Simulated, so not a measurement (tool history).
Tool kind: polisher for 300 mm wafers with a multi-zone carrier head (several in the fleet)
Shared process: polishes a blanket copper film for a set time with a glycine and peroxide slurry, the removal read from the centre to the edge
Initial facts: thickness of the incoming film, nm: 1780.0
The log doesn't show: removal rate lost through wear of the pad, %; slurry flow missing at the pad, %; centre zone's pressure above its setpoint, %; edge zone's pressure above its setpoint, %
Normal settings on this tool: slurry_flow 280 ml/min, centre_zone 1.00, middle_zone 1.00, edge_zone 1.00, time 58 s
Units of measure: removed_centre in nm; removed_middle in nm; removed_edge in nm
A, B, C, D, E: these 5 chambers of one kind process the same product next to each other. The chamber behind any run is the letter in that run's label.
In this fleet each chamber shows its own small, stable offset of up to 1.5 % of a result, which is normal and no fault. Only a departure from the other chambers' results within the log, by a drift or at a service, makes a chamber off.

| run | hour | slurry_flow | centre_zone | middle_zone | edge_zone | time | wafers polished on this pad | hours since the slurry nozzle was cleaned | hours since the centre zone pressure was calibrated | hours since the edge zone pressure was calibrated | removed_centre | removed_middle | removed_edge |
|---|---|---|---|---|---|---|---|---|---|---|---|---|---|
|  | 1.5 | chamber B: worn pad replaced by a new one |
| 1A | 5.4 | 280 | 1.00 | 1.00 | 1.00 | 58 | 143 | 91.9 | 279.0 | 936.0 | 265.21 | 266.14 | 258.53 |
| 2D | 11.5 | 280 | 1.00 | 1.00 | 1.00 | 58 | 627 | 431.4 | 509.0 | 888.8 | 260.69 | 263.51 | 257.61 |
|  | 11.6 | chamber C: edge zone pressure recalibrated |
|  | 15.3 | chamber D: worn pad replaced by a new one |
| 3B | 18.9 | 280 | 1.00 | 1.00 | 1.00 | 58 | 108 | 383.4 | 265.2 | 680.6 | 259.99 | 262.20 | 263.03 |
| 4C | 29.3 | 280 | 1.00 | 1.00 | 1.00 | 58 | 185 | 278.3 | 287.9 | 17.8 | 268.18 | 256.77 | 260.98 |
| 5E | 39.2 | 280 | 0.94 | 0.89 | 1.00 | 58 | 394 | 215.6 | 1337.3 | 897.4 | 242.65 | 236.83 | 258.35 |
|  | 41.5 | chamber E: centre zone pressure recalibrated |
| 6D | 44.2 | 280 | 0.94 | 0.89 | 1.00 | 58 | 179 | 464.1 | 541.7 | 921.5 | 242.37 | 234.70 | 263.20 |
| 7C | 53.3 | 280 | 0.94 | 0.89 | 1.00 | 58 | 334 | 302.3 | 311.9 | 41.8 | 248.84 | 231.83 | 262.60 |
| 8E | 59.8 | 280 | 0.94 | 0.89 | 1.00 | 58 | 522 | 236.2 | 18.3 | 918.0 | 243.45 | 233.45 | 259.38 |
| 9A | 67.6 | 280 | 0.94 | 0.89 | 1.00 | 58 | 529 | 154.1 | 341.2 | 998.2 | 246.48 | 235.64 | 263.37 |
|  | 77.0 | chamber E: edge zone pressure recalibrated |
| 10B | 77.2 | 280 | 0.96 | 1.00 | 1.09 | 58 | 469 | 441.7 | 323.5 | 738.9 | 247.60 | 263.15 | 271.89 |
| 11D | 82.8 | 280 | 0.96 | 1.00 | 1.09 | 58 | 418 | 502.7 | 580.3 | 960.1 | 256.26 | 261.38 | 273.19 |
| 12B | 93.8 | 280 | 0.96 | 1.00 | 1.09 | 58 | 572 | 458.3 | 340.1 | 755.5 | 248.94 | 263.41 | 273.80 |
| 13C | 99.9 | 280 | 0.96 | 1.00 | 1.09 | 58 | 623 | 348.9 | 358.5 | 88.4 | 257.25 | 257.44 | 272.33 |
| 14E | 106.8 | 280 | 0.96 | 1.00 | 1.09 | 58 | 813 | 283.2 | 65.3 | 29.9 | 252.28 | 266.03 | 270.90 |
| 15A | 117.7 | 280 | 1.00 | 1.00 | 1.00 | 58 | 839 | 204.2 | 391.3 | 1048.3 | 256.02 | 264.08 | 257.73 |
| 16E | 123.5 | 280 | 1.00 | 1.00 | 1.00 | 58 | 917 | 299.9 | 82.0 | 46.6 | 259.36 | 263.25 | 260.47 |
| 17A | 128.3 | 280 | 1.00 | 1.00 | 1.00 | 58 | 905 | 214.8 | 401.9 | 1058.9 | 260.87 | 261.68 | 254.34 |
| 18C | 134.3 | 280 | 1.00 | 1.00 | 1.04 | 49 | 836 | 383.3 | 392.9 | 122.8 | 224.07 | 219.70 | 224.00 |
|  | 141.4 | chamber E: worn pad replaced by a new one |
| 19B | 145.2 | 280 | 1.00 | 1.00 | 1.04 | 49 | 891 | 509.7 | 391.5 | 806.9 | 218.27 | 226.43 | 222.08 |
|  | 145.4 | chamber D: worn pad replaced by a new one |
| 20D | 150.0 | 280 | 1.00 | 1.00 | 1.04 | 49 | 28 | 569.9 | 647.5 | 1027.3 | 221.22 | 222.67 | 223.61 |
| 21E | 158.4 | 280 | 1.00 | 1.00 | 1.04 | 49 | 105 | 334.8 | 116.9 | 81.5 | 223.25 | 224.46 | 225.80 |
|  | 164.5 | chamber B: worn pad replaced by a new one |
| 22B | 168.6 | 280 | 1.00 | 1.00 | 1.04 | 49 | 25 | 533.1 | 414.9 | 830.3 | 224.74 | 223.75 | 226.56 |
| 23D | 176.0 | 280 | 1.00 | 1.00 | 1.00 | 58 | 189 | 595.9 | 673.5 | 1053.3 | 261.17 | 263.39 | 262.74 |
| 24A | 183.1 | 370 | 1.00 | 1.00 | 1.00 | 58 | 1245 | 269.6 | 456.7 | 1113.7 | 257.38 | 262.93 | 254.31 |
| 25C | 189.3 | 370 | 1.00 | 1.00 | 1.00 | 58 | 1177 | 438.3 | 447.9 | 177.8 | 273.23 | 267.11 | 265.43 |
| 26E | 198.9 | 370 | 1.00 | 1.00 | 1.00 | 58 | 356 | 375.3 | 157.4 | 122.0 | 271.95 | 271.51 | 265.94 |
| 27B | 205.4 | 370 | 1.00 | 1.00 | 1.00 | 58 | 254 | 569.9 | 451.7 | 867.1 | 270.24 | 273.14 | 267.38 |
| 28A | 210.6 | 370 | 1.00 | 1.00 | 1.00 | 58 | 1415 | 297.1 | 484.2 | 1141.2 | 263.19 | 262.85 | 254.98 |
|  | 214.3 | chamber C: worn pad replaced by a new one |
|  | 217.6 | chamber E: slurry nozzle cleaned |
| 29D | 218.3 | 280 | 1.00 | 1.00 | 1.00 | 58 | 452 | 638.2 | 715.8 | 1095.6 | 261.14 | 265.93 | 261.09 |
| 30C | 225.1 | 280 | 1.00 | 1.00 | 1.00 | 58 | 67 | 474.1 | 483.7 | 213.6 | 265.39 | 258.84 | 263.58 |
| 31B | 230.3 | 280 | 1.00 | 1.00 | 1.00 | 58 | 408 | 594.8 | 476.6 | 892.0 | 264.08 | 261.45 | 260.79 |
| 32A | 237.3 | 280 | 1.00 | 1.00 | 1.00 | 58 | 1580 | 323.8 | 510.9 | 1167.9 | 252.25 | 251.69 | 248.10 |
| 33D | 242.6 | 280 | 1.00 | 1.00 | 1.00 | 58 | 602 | 662.5 | 740.1 | 1119.9 | 262.02 | 263.68 | 264.68 |
| 34E | 248.3 | 280 | 1.00 | 1.00 | 1.00 | 58 | 662 | 30.8 | 206.8 | 171.4 | 261.12 | 264.35 | 259.90 |

All 5 chambers run these settings next. Forecast each chamber's results:
| 35A | 256.3 | 280 | 1.00 | 1.00 | 1.00 | 58 |  |  |  |  | ? | ? | ? |
| 35B | 256.3 | 280 | 1.00 | 1.00 | 1.00 | 58 |  |  |  |  | ? | ? | ? |
| 35C | 256.3 | 280 | 1.00 | 1.00 | 1.00 | 58 |  |  |  |  | ? | ? | ? |
| 35D | 256.3 | 280 | 1.00 | 1.00 | 1.00 | 58 |  |  |  |  | ? | ? | ? |
| 35E | 256.3 | 280 | 1.00 | 1.00 | 1.00 | 58 |  |  |  |  | ? | ? | ? |

| run | removed_centre | removed_middle | removed_edge |
|---|---|---|---|
| 35A | 249.89 | 250.79 | 246.47 |
| 35B | 266.26 | 262.10 | 259.62 |
| 35C | 262.61 | 259.33 | 262.15 |
| 35D | 263.31 | 262.71 | 259.55 |
| 35E | 260.10 | 265.82 | 258.66 |
